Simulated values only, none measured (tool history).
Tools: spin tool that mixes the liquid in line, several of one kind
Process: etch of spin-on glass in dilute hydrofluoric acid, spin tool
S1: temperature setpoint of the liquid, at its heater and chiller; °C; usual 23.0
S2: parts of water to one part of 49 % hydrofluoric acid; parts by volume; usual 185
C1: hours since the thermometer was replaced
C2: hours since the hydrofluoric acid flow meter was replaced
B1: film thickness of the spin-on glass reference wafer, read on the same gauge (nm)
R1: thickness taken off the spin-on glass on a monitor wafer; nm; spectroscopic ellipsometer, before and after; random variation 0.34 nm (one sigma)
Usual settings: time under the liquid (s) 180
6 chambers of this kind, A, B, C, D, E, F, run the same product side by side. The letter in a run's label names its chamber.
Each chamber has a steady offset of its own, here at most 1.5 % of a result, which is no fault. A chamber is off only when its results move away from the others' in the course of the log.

{"run": "1F", "hour": 3.6, "S1": 23.0, "S2": 185, "time under the liquid (s)": 180, "C1": 437.5, "C2": 336.5, "B1": 89.981, "R1": 34.755}
{"run": "2C", "hour": 6.2, "S1": 23.0, "S2": 185, "time under the liquid (s)": 180, "C1": 1409.1, "C2": 142.2, "B1": 89.988, "R1": 33.923}
{"run": "3D", "hour": 8.8, "S1": 23.0, "S2": 185, "time under the liquid (s)": 180, "C1": 1203.4, "C2": 1128.4, "B1": 89.99, "R1": 34.347}
{"run": "4A", "hour": 11.0, "S1": 23.0, "S2": 185, "time under the liquid (s)": 180, "C1": 11.9, "C2": 1378.7, "B1": 90.006, "R1": 33.949}
{"run": "5B", "hour": 15.8, "S1": 23.0, "S2": 185, "time under the liquid (s)": 180, "C1": 71.9, "C2": 2245.5, "B1": 90.037, "R1": 34.626}
{"hour": 16.9, "done": "chamber E: thermometer replaced"}
{"run": "6E", "hour": 19.8, "S1": 23.0, "S2": 185, "time under the liquid (s)": 180, "C1": 3.0, "C2": 1438.4, "B1": 89.988, "R1": 34.317}
{"run": "7A", "hour": 24.4, "S1": 23.0, "S2": 185, "time under the liquid (s)": 180, "C1": 25.3, "C2": 1392.1, "B1": 90.027, "R1": 33.715}
{"run": "8D", "hour": 28.1, "S1": 23.0, "S2": 185, "time under the liquid (s)": 180, "C1": 1222.7, "C2": 1147.7, "B1": 89.998, "R1": 34.868}
{"run": "9C", "hour": 30.7, "S1": 23.0, "S2": 185, "time under the liquid (s)": 180, "C1": 1433.6, "C2": 166.7, "B1": 90.045, "R1": 34.565}
{"run": "10E", "hour": 34.1, "S1": 19.5, "S2": 185, "time under the liquid (s)": 180, "C1": 17.3, "C2": 1452.7, "B1": 90.031, "R1": 30.063}
{"run": "11B", "hour": 38.8, "S1": 19.5, "S2": 185, "time under the liquid (s)": 180, "C1": 94.9, "C2": 2268.5, "B1": 90.025, "R1": 29.971}
{"run": "12F", "hour": 41.8, "S1": 19.5, "S2": 185, "time under the liquid (s)": 180, "C1": 475.7, "C2": 374.7, "B1": 90.044, "R1": 30.636}
{"run": "13A", "hour": 44.4, "S1": 19.5, "S2": 185, "time under the liquid (s)": 180, "C1": 45.3, "C2": 1412.1, "B1": 89.998, "R1": 29.423}
{"run": "14C", "hour": 48.4, "S1": 19.5, "S2": 185, "time under the liquid (s)": 180, "C1": 1451.3, "C2": 184.4, "B1": 90.009, "R1": 30.253}
{"run": "15D", "hour": 52.0, "S1": 19.5, "S2": 185, "time under the liquid (s)": 180, "C1": 1246.6, "C2": 1171.6, "B1": 89.983, "R1": 30.648}
{"run": "16E", "hour": 55.7, "S1": 23.0, "S2": 185, "time under the liquid (s)": 180, "C1": 38.9, "C2": 1474.3, "B1": 90.023, "R1": 34.905}
{"run": "17B", "hour": 59.3, "S1": 23.0, "S2": 185, "time under the liquid (s)": 180, "C1": 115.4, "C2": 2289.0, "B1": 90.006, "R1": 34.937}
{"run": "18F", "hour": 63.7, "S1": 23.0, "S2": 185, "time under the liquid (s)": 180, "C1": 497.6, "C2": 396.6, "B1": 89.996, "R1": 35.365}
{"run": "19A", "hour": 67.5, "S1": 23.0, "S2": 185, "time under the liquid (s)": 285, "C1": 68.4, "C2": 1435.2, "B1": 89.98, "R1": 54.119}
{"run": "20B", "hour": 70.6, "S1": 23.0, "S2": 185, "time under the liquid (s)": 285, "C1": 126.7, "C2": 2300.3, "B1": 89.994, "R1": 55.74}
{"run": "21F", "hour": 72.8, "S1": 23.0, "S2": 185, "time under the liquid (s)": 285, "C1": 506.7, "C2": 405.7, "B1": 90.022, "R1": 57.022}
{"run": "22C", "hour": 76.5, "S1": 23.0, "S2": 185, "time under the liquid (s)": 285, "C1": 1479.4, "C2": 212.5, "B1": 89.944, "R1": 53.952}
{"run": "23E", "hour": 80.1, "S1": 23.0, "S2": 185, "time under the liquid (s)": 285, "C1": 63.3, "C2": 1498.7, "B1": 89.99, "R1": 54.795}
{"run": "24D", "hour": 82.7, "S1": 23.0, "S2": 185, "time under the liquid (s)": 285, "C1": 1277.3, "C2": 1202.3, "B1": 89.987, "R1": 54.95}
{"run": "25A", "hour": 86.3, "S1": 23.0, "S2": 185, "time under the liquid (s)": 180, "C1": 87.2, "C2": 1454.0, "B1": 89.962, "R1": 34.035}
{"hour": 87.2, "done": "chamber E: hydrofluoric acid flow meter replaced"}
{"run": "26D", "hour": 90.1, "S1": 23.0, "S2": 185, "time under the liquid (s)": 180, "C1": 1284.7, "C2": 1209.7, "B1": 89.987, "R1": 35.02}
{"run": "27B", "hour": 92.9, "S1": 23.0, "S2": 185, "time under the liquid (s)": 180, "C1": 149.0, "C2": 2322.6, "B1": 90.018, "R1": 35.235}
{"run": "28F", "hour": 96.3, "S1": 23.0, "S2": 185, "time under the liquid (s)": 180, "C1": 530.2, "C2": 429.2, "B1": 89.994, "R1": 35.693}
{"run": "29E", "hour": 101.1, "S1": 18.0, "S2": 100, "time under the liquid (s)": 180, "C1": 84.3, "C2": 13.9, "B1": 90.017, "R1": 56.827}
{"run": "30C", "hour": 105.9, "S1": 18.0, "S2": 100, "time under the liquid (s)": 180, "C1": 1508.8, "C2": 241.9, "B1": 89.985, "R1": 56.232}
{"run": "31F", "hour": 110.0, "S1": 18.0, "S2": 100, "time under the liquid (s)": 180, "C1": 543.9, "C2": 442.9, "B1": 90.026, "R1": 61.134}
{"run": "32E", "hour": 112.8, "S1": 18.0, "S2": 100, "time under the liquid (s)": 180, "C1": 96.0, "C2": 25.6, "B1": 90.009, "R1": 57.074}
{"run": "33D", "hour": 116.4, "S1": 18.0, "S2": 100, "time under the liquid (s)": 180, "C1": 1311.0, "C2": 1236.0, "B1": 90.005, "R1": 57.557}
{"run": "34A", "hour": 119.2, "S1": 18.0, "S2": 100, "time under the liquid (s)": 180, "C1": 120.1, "C2": 1486.9, "B1": 89.995, "R1": 56.392}
{"run": "35C", "hour": 123.0, "S1": 23.0, "S2": 185, "time under the liquid (s)": 180, "C1": 1525.9, "C2": 259.0, "B1": 89.966, "R1": 34.235}
{"run": "36B", "hour": 125.4, "S1": 23.0, "S2": 185, "time under the liquid (s)": 180, "C1": 181.5, "C2": 2355.1, "B1": 89.983, "R1": 35.016}
{"run": "37A", "hour": 128.2, "S1": 23.0, "S2": 185, "time under the liquid (s)": 215, "C1": 129.1, "C2": 1495.9, "B1": 89.973, "R1": 40.184}
{"run": "38B", "hour": 131.9, "S1": 23.0, "S2": 185, "time under the liquid (s)": 215, "C1": 188.0, "C2": 2361.6, "B1": 90.022, "R1": 41.188}
{"run": "39D", "hour": 134.4, "S1": 23.0, "S2": 185, "time under the liquid (s)": 215, "C1": 1329.0, "C2": 1254.0, "B1": 89.986, "R1": 41.343}
{"run": "40C", "hour": 138.3, "S1": 23.0, "S2": 185, "time under the liquid (s)": 215, "C1": 1541.2, "C2": 274.3, "B1": 89.974, "R1": 40.871}
{"run": "41E", "hour": 141.0, "S1": 23.0, "S2": 185, "time under the liquid (s)": 215, "C1": 124.2, "C2": 53.8, "B1": 90.016, "R1": 40.959}
{"run": "42F", "hour": 145.5, "S1": 23.0, "S2": 185, "time under the liquid (s)": 215, "C1": 579.4, "C2": 478.4, "B1": 89.997, "R1": 44.996}
{"run": "43C", "hour": 150.0, "S1": 23.0, "S2": 185, "time under the liquid (s)": 180, "C1": 1552.9, "C2": 286.0, "B1": 89.987, "R1": 34.922}

Next, every chamber runs the same settings. What will each give?
{"run": "44A", "hour": 153.5, "S1": 23.0, "S2": 185, "time under the liquid (s)": 180, "R1": "?"}
{"run": "44B", "hour": 153.5, "S1": 23.0, "S2": 185, "time under the liquid (s)": 180, "R1": "?"}
{"run": "44C", "hour": 153.5, "S1": 23.0, "S2": 185, "time under the liquid (s)": 180, "R1": "?"}
{"run": "44D", "hour": 153.5, "S1": 23.0, "S2": 185, "time under the liquid (s)": 180, "R1": "?"}
{"run": "44E", "hour": 153.5, "S1": 23.0, "S2": 185, "time under the liquid (s)": 180, "R1": "?"}
{"run": "44F", "hour": 153.5, "S1": 23.0, "S2": 185, "time under the liquid (s)": 180, "R1": "?"}

run=44A R1=33.695
run=44B R1=35.424
run=44C R1=34.660
run=44D R1=35.106
run=44E R1=35.013
run=44F R1=37.791
